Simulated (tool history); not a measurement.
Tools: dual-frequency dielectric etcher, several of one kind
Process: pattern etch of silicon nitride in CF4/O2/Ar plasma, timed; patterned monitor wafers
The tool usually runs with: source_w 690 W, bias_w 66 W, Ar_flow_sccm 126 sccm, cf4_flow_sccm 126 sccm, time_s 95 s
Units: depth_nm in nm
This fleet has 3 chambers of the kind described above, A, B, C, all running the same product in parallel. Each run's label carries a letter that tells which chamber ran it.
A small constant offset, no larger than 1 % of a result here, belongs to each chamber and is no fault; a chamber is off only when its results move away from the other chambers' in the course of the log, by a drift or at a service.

| run | hour | source_w | bias_w | Ar_flow_sccm | cf4_flow_sccm | time_s | read-back reference wafer on the same gauge, depth_nm | depth_nm |
|---|---|---|---|---|---|---|---|---|
| 1C | 3.4 | 690 | 66 | 126 | 126 | 95 | 249.04 | 266.22 |
| 2B | 7.0 | 690 | 66 | 126 | 126 | 95 | 249.07 | 267.79 |
| 3A | 12.2 | 690 | 66 | 126 | 126 | 95 | 249.07 | 262.84 |
| 4C | 15.4 | 690 | 66 | 126 | 126 | 95 | 249.08 | 265.96 |
| 5A | 21.1 | 690 | 66 | 126 | 126 | 95 | 249.09 | 263.46 |
| 6B | 26.2 | 690 | 66 | 126 | 126 | 95 | 249.16 | 267.82 |
| 7B | 31.7 | 690 | 66 | 126 | 126 | 95 | 249.19 | 267.37 |
| 8C | 36.1 | 690 | 66 | 126 | 126 | 95 | 249.20 | 266.03 |
| 9A | 41.9 | 690 | 66 | 126 | 126 | 95 | 249.23 | 263.31 |
| 10C | 47.6 | 690 | 66 | 126 | 126 | 95 | 249.27 | 266.27 |
| 11B | 51.1 | 690 | 66 | 126 | 126 | 95 | 249.33 | 268.22 |
| 12A | 56.1 | 690 | 66 | 126 | 126 | 95 | 249.30 | 263.34 |
| 13C | 59.8 | 690 | 52 | 137 | 126 | 95 | 249.36 | 240.78 |
| 14A | 62.9 | 690 | 52 | 137 | 126 | 95 | 249.37 | 238.46 |
| 15B | 67.7 | 690 | 52 | 137 | 126 | 95 | 249.32 | 242.54 |
| 16B | 72.3 | 690 | 66 | 126 | 126 | 95 | 249.48 | 268.31 |
| 17C | 77.6 | 690 | 66 | 126 | 126 | 95 | 249.40 | 266.21 |
| 18A | 82.8 | 690 | 66 | 126 | 126 | 95 | 249.37 | 263.95 |
| 19C | 88.5 | 690 | 66 | 126 | 126 | 95 | 249.49 | 267.05 |
| 20B | 94.1 | 690 | 66 | 126 | 126 | 95 | 249.56 | 269.00 |
| 21A | 98.8 | 690 | 66 | 126 | 126 | 95 | 249.55 | 264.46 |
| 22A | 103.9 | 690 | 66 | 126 | 126 | 95 | 249.54 | 263.81 |
| 23C | 108.3 | 540 | 66 | 126 | 151 | 95 | 249.63 | 220.64 |
| 24B | 112.3 | 540 | 66 | 126 | 151 | 95 | 249.67 | 220.91 |
| 25C | 116.5 | 540 | 66 | 126 | 151 | 95 | 249.63 | 220.51 |
| 26B | 120.5 | 690 | 66 | 126 | 126 | 95 | 249.75 | 268.08 |
| 27A | 125.5 | 690 | 66 | 126 | 126 | 95 | 249.76 | 263.58 |
| 28C | 128.9 | 690 | 66 | 126 | 126 | 95 | 249.70 | 266.71 |
| 29A | 134.4 | 690 | 66 | 126 | 126 | 95 | 249.76 | 264.00 |
| 30B | 137.4 | 690 | 66 | 126 | 126 | 95 | 249.77 | 268.59 |
| 31B | 141.5 | 690 | 66 | 126 | 126 | 95 | 249.82 | 268.91 |
| 32C | 146.6 | 690 | 66 | 126 | 126 | 95 | 249.85 | 266.91 |
| 33A | 150.5 | 690 | 66 | 126 | 126 | 95 | 249.83 | 264.31 |
| 34C | 154.5 | 690 | 66 | 126 | 126 | 95 | 249.83 | 266.84 |
| 35B | 157.8 | 690 | 66 | 126 | 115 | 95 | 249.85 | 266.17 |
| 36A | 163.1 | 690 | 66 | 126 | 115 | 95 | 249.94 | 261.38 |
| 37B | 168.2 | 690 | 66 | 126 | 115 | 95 | 249.98 | 265.88 |
| 38A | 174.3 | 690 | 66 | 126 | 126 | 95 | 250.04 | 264.56 |
| 39C | 180.6 | 690 | 66 | 126 | 157 | 75 | 250.00 | 216.23 |
| 40B | 186.8 | 690 | 66 | 126 | 157 | 75 | 250.05 | 217.23 |
| 41A | 191.6 | 690 | 66 | 126 | 157 | 75 | 250.17 | 213.50 |

For the next run the whole fleet of 3 chambers uses the same settings. Give each chamber's results:
| 42A | 196.1 | 690 | 66 | 144 | 126 | 95 |  | ? |
| 42B | 196.1 | 690 | 66 | 144 | 126 | 95 |  | ? |
| 42C | 196.1 | 690 | 66 | 144 | 126 | 95 |  | ? |

| run | depth_nm |
|---|---|
| 42A | 260.05 |
| 42B | 264.34 |
| 42C | 263.02 |
